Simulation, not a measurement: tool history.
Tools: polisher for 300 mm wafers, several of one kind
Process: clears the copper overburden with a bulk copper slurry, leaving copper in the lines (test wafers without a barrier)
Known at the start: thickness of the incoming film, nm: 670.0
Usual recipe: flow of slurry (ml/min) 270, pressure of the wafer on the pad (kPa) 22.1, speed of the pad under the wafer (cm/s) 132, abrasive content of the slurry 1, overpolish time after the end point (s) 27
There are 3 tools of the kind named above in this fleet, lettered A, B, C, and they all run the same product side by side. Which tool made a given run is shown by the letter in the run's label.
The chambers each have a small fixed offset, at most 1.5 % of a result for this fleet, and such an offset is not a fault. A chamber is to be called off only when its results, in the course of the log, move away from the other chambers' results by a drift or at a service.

run   hour  flow of slurry (ml/min)  pressure of the wafer on the pad (kPa)  speed of the pad under the wafer (cm/s)  abrasive content of the slurry  overpolish time after the end point (s)  time until the end point was called (s)  dishing of a wide line in a test structure (Å)
 1A    4.8                      270                                    22.1                                      132                               1                                       27                                   44.841                                           841.9
       6.4  -- chamber C: worn pad replaced by a new one
 2C    9.3                      270                                    22.1                                      132                               1                                       27                                   44.668                                           852.2
 3B   14.4                      270                                    22.1                                      132                               1                                       27                                   45.637                                          870.47
 4A   21.1                      270                                    22.1                                      132                               1                                       27                                   45.146                                           859.6
 5B     26                      270                                    22.1                                       96                               1                                       37                                    60.78                                          884.07
 6C   29.9                      270                                    22.1                                       96                               1                                       37                                   61.469                                          843.89
 7A   34.7                      270                                    22.1                                       96                               1                                       37                                   62.908                                          809.37
 8C   39.5                      270                                    22.1                                      132                               1                                       27                                   45.025                                          842.92
 9B     46                      270                                    22.1                                      132                               1                                       27                                   44.987                                          830.75
10A   50.8                      270                                    22.1                                      132                               1                                       27                                   45.546                                          850.66
11C   58.3                      270                                    22.1                                      132                               1                                       27                                   44.636                                          893.73
      61.9  -- chamber A: worn pad replaced by a new one
12B   66.1                      270                                    22.1                                      132                               1                                       27                                   44.807                                          912.75
13C   71.6                      270                                    22.1                                      132                               1                                       27                                   45.279                                          859.87
14B     77                      270                                    22.1                                      132                               1                                       27                                   45.262                                          878.25
15A   82.6                      270                                    22.1                                      132                             1.2                                       39                                   43.142                                          913.92
16A   88.7                      270                                    22.1                                      132                             1.2                                       39                                   43.192                                           865.3
      89.1  -- chamber B: worn pad replaced by a new one
17C   94.2                      270                                    22.1                                      132                             1.2                                       39                                   43.815                                          837.14
18B    100                      270                                    22.1                                       90                               1                                       15                                   64.372                                          673.91
19B  104.6                      270                                    22.1                                       90                               1                                       15                                   64.365                                          658.59
20C  110.9                      270                                    22.1                                       90                               1                                       15                                    67.11                                          661.34
     111.9  -- chamber B: slurry blender recalibrated
     113.4  -- chamber B: slurry nozzle cleaned
21A    117                      270                                    22.1                                      132                               1                                       27                                   44.853                                          853.27
22C    122                      270                                    22.1                                      132                               1                                       27                                    44.32                                          848.39
23A  129.2                      270                                    22.1                                      132                            0.75                                       36                                   48.194                                          867.75
     133.9  -- chamber A: slurry blender recalibrated
24B  135.6                      270                                    22.1                                      132                            0.75                                       36                                   47.794                                          915.26
     138.6  -- chamber A: worn pad replaced by a new one
25A    140                      270                                    22.1                                      132                            0.75                                       36                                   47.775                                          824.09
26C  144.6                      270                                    22.1                                      132                               1                                       27                                   45.655                                          829.51
27B  150.4                      270                                    22.1                                      172                             0.9                                       27                                   35.377                                          877.33
     153.2  -- chamber C: slurry blender recalibrated
28B  157.3                      270                                    22.1                                      172                             0.9                                       27                                   34.685                                          873.47
     159.9  -- chamber C: worn pad replaced by a new one
29C  163.3                      270                                    22.1                                      172                             0.9                                       27                                    35.99                                           879.9
30A    169                      270                                    22.1                                      132                               1                                       27                                   44.747                                          904.15
31C    174                      270                                    22.1                                      132                               1                                       27                                   45.521                                          865.24
32B  180.1                      270                                    22.1                                      132                               1                                       27                                   44.692                                          869.55
33A  184.8                      270                                    22.1                                      132                               1                                       27                                   45.594                                          850.55
34A  193.2                      270                                    22.1                                      132                               1                                       27                                   44.743                                          891.98
     199.9  -- chamber A: worn pad replaced by a new one
35B  200.7                      270                                    22.1                                      132                               1                                       27                                   45.144                                          853.93
36C  207.1                      270                                    22.1                                      132                               1                                       27                                   45.116                                          871.37
37A  211.8                      270                                    22.1                                      132                               1                                       27                                   45.669                                          856.44
38B  219.9                      270                                    22.1                                      132                               1                                       27                                   45.961                                          877.57
39C  225.2                      270                                    22.1                                      132                               1                                       27                                   44.898                                          844.63
     227.8  -- chamber B: worn pad replaced by a new one
40C  233.4                      270                                    22.1                                      132                               1                                       27                                   45.282                                          858.12
41B    239                      270                                    22.1                                      132                               1                                       27                                    44.75                                          909.15
42A  246.9                      270                                    22.1                                      132                               1                                       27                                   44.762                                          853.93
43B  255.2                      270                                    22.1                                      132                               1                                       27                                   44.948                                          865.86
44C  259.3                      270                                    22.1                                      132                               1                                       27                                   46.156                                          886.93

What goes on in this fleet: one chamber off, a drifting gauge, or nothing beyond the chambers' own small offsets? Name the chamber and the cause, if any.

Neither any chamber nor the gauge drifts; the chambers differ only by their own small, steady offsets.
